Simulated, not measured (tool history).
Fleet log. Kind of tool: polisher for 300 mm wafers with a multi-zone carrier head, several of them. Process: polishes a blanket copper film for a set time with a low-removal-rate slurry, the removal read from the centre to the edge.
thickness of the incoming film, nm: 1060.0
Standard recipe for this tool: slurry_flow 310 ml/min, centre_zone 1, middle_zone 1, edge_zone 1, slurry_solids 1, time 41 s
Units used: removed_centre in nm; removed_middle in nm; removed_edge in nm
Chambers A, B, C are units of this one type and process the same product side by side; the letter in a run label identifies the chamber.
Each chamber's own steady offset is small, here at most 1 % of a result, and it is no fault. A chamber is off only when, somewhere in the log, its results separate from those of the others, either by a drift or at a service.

| run | hour | slurry_flow | centre_zone | middle_zone | edge_zone | slurry_solids | time | removed_centre | removed_middle | removed_edge |
|---|---|---|---|---|---|---|---|---|---|---|
| 1B | 3.4 | 310 | 1 | 1 | 1 | 1 | 41 | 97.825 | 97.439 | 97.158 |
|  | 3.5 | chamber C: worn pad replaced by a new one |
| 2A | 5.4 | 310 | 1 | 1 | 1 | 1 | 41 | 95.308 | 97.101 | 98.774 |
| 3C | 9.4 | 310 | 1 | 1 | 1 | 1 | 41 | 98.826 | 99.247 | 95.570 |
| 4A | 13.2 | 310 | 1 | 1 | 1 | 1 | 41 | 98.561 | 96.312 | 96.208 |
| 5C | 15.6 | 310 | 1 | 1 | 1 | 1 | 41 | 98.387 | 100.350 | 100.640 |
|  | 16.1 | chamber B: worn pad replaced by a new one |
| 6B | 18.3 | 310 | 1 | 1 | 1 | 1 | 41 | 99.229 | 96.053 | 97.076 |
| 7A | 22.1 | 310 | 1 | 1 | 1 | 1 | 41 | 97.243 | 97.118 | 98.724 |
| 8C | 26.5 | 310 | 1 | 1 | 1 | 1 | 41 | 96.902 | 99.947 | 97.333 |
| 9B | 29.2 | 310 | 1 | 1 | 1 | 1 | 41 | 97.043 | 98.768 | 97.777 |
| 10B | 32.9 | 310 | 1 | 1 | 1 | 1 | 48 | 114.800 | 115.070 | 113.310 |
| 11C | 36.2 | 310 | 1 | 1 | 1 | 1 | 48 | 114.370 | 112.630 | 113.910 |
| 12A | 38.5 | 310 | 1 | 1 | 1 | 1 | 48 | 115.570 | 113.360 | 114.300 |
| 13C | 41.4 | 310 | 1 | 1 | 1 | 1 | 54 | 129.260 | 132.370 | 128.520 |
| 14A | 45.3 | 310 | 1 | 1 | 1 | 1 | 54 | 127.930 | 129.530 | 128.290 |
| 15B | 49.7 | 310 | 1 | 1 | 1 | 1 | 54 | 126.040 | 125.470 | 128.070 |
| 16A | 54.1 | 310 | 1 | 1 | 1 | 1 | 41 | 97.615 | 97.768 | 96.559 |
| 17C | 57.7 | 310 | 1 | 1 | 1 | 1 | 41 | 98.096 | 98.297 | 98.913 |
| 18B | 60.8 | 310 | 1 | 1 | 1 | 1 | 41 | 95.782 | 99.376 | 97.645 |
|  | 62.3 | chamber B: centre zone pressure recalibrated |
| 19B | 62.8 | 310 | 1 | 1 | 1 | 1 | 41 | 95.885 | 98.563 | 98.189 |
| 20A | 65.6 | 310 | 1 | 1 | 1 | 1 | 41 | 95.810 | 96.695 | 96.795 |
| 21C | 70.0 | 310 | 1 | 1 | 1 | 1 | 41 | 99.183 | 97.627 | 96.889 |
| 22B | 73.3 | 310 | 1 | 1 | 1 | 1 | 41 | 95.137 | 99.175 | 95.745 |
|  | 74.0 | chamber C: centre zone pressure recalibrated |
| 23A | 76.1 | 310 | 1 | 1 | 1 | 1 | 41 | 97.241 | 99.629 | 97.828 |
|  | 78.0 | chamber A: centre zone pressure recalibrated |
| 24C | 78.7 | 310 | 1 | 1 | 1 | 1 | 41 | 109.250 | 99.428 | 97.616 |
|  | 80.0 | chamber B: worn pad replaced by a new one |
| 25A | 82.6 | 310 | 1 | 1 | 1 | 1 | 41 | 98.442 | 97.621 | 96.161 |
| 26C | 86.9 | 310 | 1 | 1 | 1 | 1 | 41 | 108.740 | 95.859 | 97.844 |
|  | 87.5 | chamber A: worn pad replaced by a new one |
| 27B | 91.3 | 310 | 1 | 1 | 1 | 1 | 41 | 97.353 | 98.784 | 95.499 |
| 28B | 94.5 | 310 | 1 | 1 | 1 | 1 | 41 | 98.702 | 98.976 | 96.810 |
| 29C | 98.4 | 310 | 1 | 1 | 1 | 1 | 41 | 112.420 | 96.230 | 98.289 |
|  | 101.4 | chamber C: worn pad replaced by a new one |
| 30A | 101.6 | 215 | 1 | 1 | 1 | 1 | 51 | 115.970 | 118.070 | 118.890 |
| 31A | 105.3 | 215 | 1 | 1 | 1 | 1 | 51 | 115.850 | 118.600 | 119.170 |
| 32C | 108.3 | 215 | 1 | 1 | 1 | 1 | 51 | 129.970 | 119.150 | 118.690 |
| 33B | 112.1 | 310 | 1 | 1 | 1 | 1 | 41 | 98.841 | 96.851 | 95.094 |
| 34C | 116.6 | 310 | 1 | 1 | 1 | 1 | 41 | 109.960 | 99.011 | 98.245 |
| 35B | 119.7 | 310 | 1 | 1 | 1 | 1 | 41 | 97.666 | 99.053 | 97.090 |
| 36A | 123.9 | 310 | 1 | 1 | 1 | 1 | 41 | 98.602 | 96.282 | 95.043 |
| 37C | 127.7 | 310 | 1 | 1 | 1 | 1 | 41 | 109.650 | 100.570 | 100.440 |
| 38B | 132.0 | 310 | 1 | 1 | 1 | 1 | 41 | 98.626 | 97.730 | 95.935 |
| 39A | 136.3 | 310 | 1 | 1 | 1 | 1 | 41 | 96.924 | 98.242 | 97.459 |
| 40C | 139.5 | 310 | 1 | 1 | 1 | 1 | 41 | 108.510 | 98.052 | 97.385 |

The same settings go to every chamber for the next run, one line per chamber below. Forecast the results for each:
| 41A | 142.7 | 370 | 1 | 1 | 1 | 1 | 41 | ? | ? | ? |
| 41B | 142.7 | 370 | 1 | 1 | 1 | 1 | 41 | ? | ? | ? |
| 41C | 142.7 | 370 | 1 | 1 | 1 | 1 | 41 | ? | ? | ? |

| run | removed_centre | removed_middle | removed_edge |
|---|---|---|---|
| 41A | 99.316 | 98.569 | 99.781 |
| 41B | 100.040 | 100.550 | 95.699 |
| 41C | 108.670 | 101.530 | 100.830 |

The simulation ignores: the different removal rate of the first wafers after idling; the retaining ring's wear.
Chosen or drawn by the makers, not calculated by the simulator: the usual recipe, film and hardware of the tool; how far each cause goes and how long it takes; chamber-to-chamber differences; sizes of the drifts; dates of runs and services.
